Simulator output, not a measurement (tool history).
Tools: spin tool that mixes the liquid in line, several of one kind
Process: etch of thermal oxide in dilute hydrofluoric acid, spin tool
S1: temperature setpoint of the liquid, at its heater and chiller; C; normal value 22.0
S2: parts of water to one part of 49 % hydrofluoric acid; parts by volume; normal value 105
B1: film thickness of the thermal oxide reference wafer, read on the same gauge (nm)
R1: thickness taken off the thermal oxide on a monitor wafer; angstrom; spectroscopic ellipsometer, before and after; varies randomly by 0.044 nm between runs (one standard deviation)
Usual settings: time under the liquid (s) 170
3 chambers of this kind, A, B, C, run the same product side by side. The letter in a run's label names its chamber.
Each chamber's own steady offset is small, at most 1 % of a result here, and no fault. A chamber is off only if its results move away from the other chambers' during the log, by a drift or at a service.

run 1A hour=13.6 | S1=22.0 S2=105 time_under_the_liquid_(s)=170 | B1=140.01 | R1=70.464
run 2B hour=21.2 | S1=22.0 S2=105 time_under_the_liquid_(s)=170 | B1=139.94 | R1=70.716
run 3C hour=29.0 | S1=22.0 S2=105 time_under_the_liquid_(s)=170 | B1=139.98 | R1=69.575
run 4C hour=41.0 | S1=22.0 S2=105 time_under_the_liquid_(s)=170 | B1=139.99 | R1=69.790
run 5A hour=48.5 | S1=22.0 S2=105 time_under_the_liquid_(s)=170 | B1=140.05 | R1=70.587
run 6B hour=60.0 | S1=22.0 S2=105 time_under_the_liquid_(s)=170 | B1=139.98 | R1=70.492
run 7C hour=74.4 | S1=22.0 S2=105 time_under_the_liquid_(s)=170 | B1=139.99 | R1=69.765
run 8B hour=82.2 | S1=22.0 S2=105 time_under_the_liquid_(s)=170 | B1=139.99 | R1=69.904
run 9A hour=96.9 | S1=22.0 S2=105 time_under_the_liquid_(s)=170 | B1=139.96 | R1=70.313
run 10B hour=107.5 | S1=20.0 S2=125 time_under_the_liquid_(s)=170 | B1=140.02 | R1=53.340
run 11A hour=118.4 | S1=20.0 S2=125 time_under_the_liquid_(s)=170 | B1=139.98 | R1=53.357
-- hour=121.1 chamber A: hydrofluoric acid flow meter replaced
run 12C hour=130.6 | S1=20.0 S2=125 time_under_the_liquid_(s)=170 | B1=140.03 | R1=53.430
run 13A hour=139.7 | S1=22.0 S2=105 time_under_the_liquid_(s)=170 | B1=139.99 | R1=70.202
run 14C hour=149.2 | S1=22.0 S2=105 time_under_the_liquid_(s)=170 | B1=139.99 | R1=70.646
-- hour=152.5 chamber A: thermometer replaced
run 15B hour=156.7 | S1=22.0 S2=105 time_under_the_liquid_(s)=170 | B1=139.96 | R1=69.910
run 16C hour=166.8 | S1=22.0 S2=105 time_under_the_liquid_(s)=170 | B1=139.98 | R1=70.406
run 17A hour=179.4 | S1=18.5 S2=105 time_under_the_liquid_(s)=120 | B1=140.00 | R1=42.790
run 18B hour=190.4 | S1=18.5 S2=105 time_under_the_liquid_(s)=120 | B1=139.97 | R1=41.916
run 19B hour=201.4 | S1=18.5 S2=105 time_under_the_liquid_(s)=120 | B1=140.01 | R1=41.469
run 20A hour=215.1 | S1=22.0 S2=105 time_under_the_liquid_(s)=170 | B1=139.99 | R1=70.627
run 21C hour=224.2 | S1=24.5 S2=105 time_under_the_liquid_(s)=170 | B1=140.07 | R1=77.713
run 22C hour=231.4 | S1=24.5 S2=105 time_under_the_liquid_(s)=170 | B1=139.96 | R1=77.694
run 23B hour=239.3 | S1=24.5 S2=105 time_under_the_liquid_(s)=170 | B1=139.96 | R1=75.036
run 24A hour=254.2 | S1=22.0 S2=105 time_under_the_liquid_(s)=170 | B1=140.00 | R1=69.964
run 25C hour=262.5 | S1=22.0 S2=105 time_under_the_liquid_(s)=170 | B1=139.98 | R1=70.636
run 26A hour=269.3 | S1=22.0 S2=105 time_under_the_liquid_(s)=170 | B1=139.99 | R1=70.688
run 27B hour=284.1 | S1=22.0 S2=105 time_under_the_liquid_(s)=170 | B1=140.00 | R1=66.984
run 28A hour=297.5 | S1=22.0 S2=105 time_under_the_liquid_(s)=170 | B1=140.00 | R1=71.158

Each of the 3 chambers runs these same settings next. Fill in every chamber's results:
run 29A hour=308.3 | S1=22.0 S2=105 time_under_the_liquid_(s)=170 | R1=?
run 29B hour=308.3 | S1=22.0 S2=105 time_under_the_liquid_(s)=170 | R1=?
run 29C hour=308.3 | S1=22.0 S2=105 time_under_the_liquid_(s)=170 | R1=?

run=29A R1=70.796
run=29B R1=66.803
run=29C R1=70.297
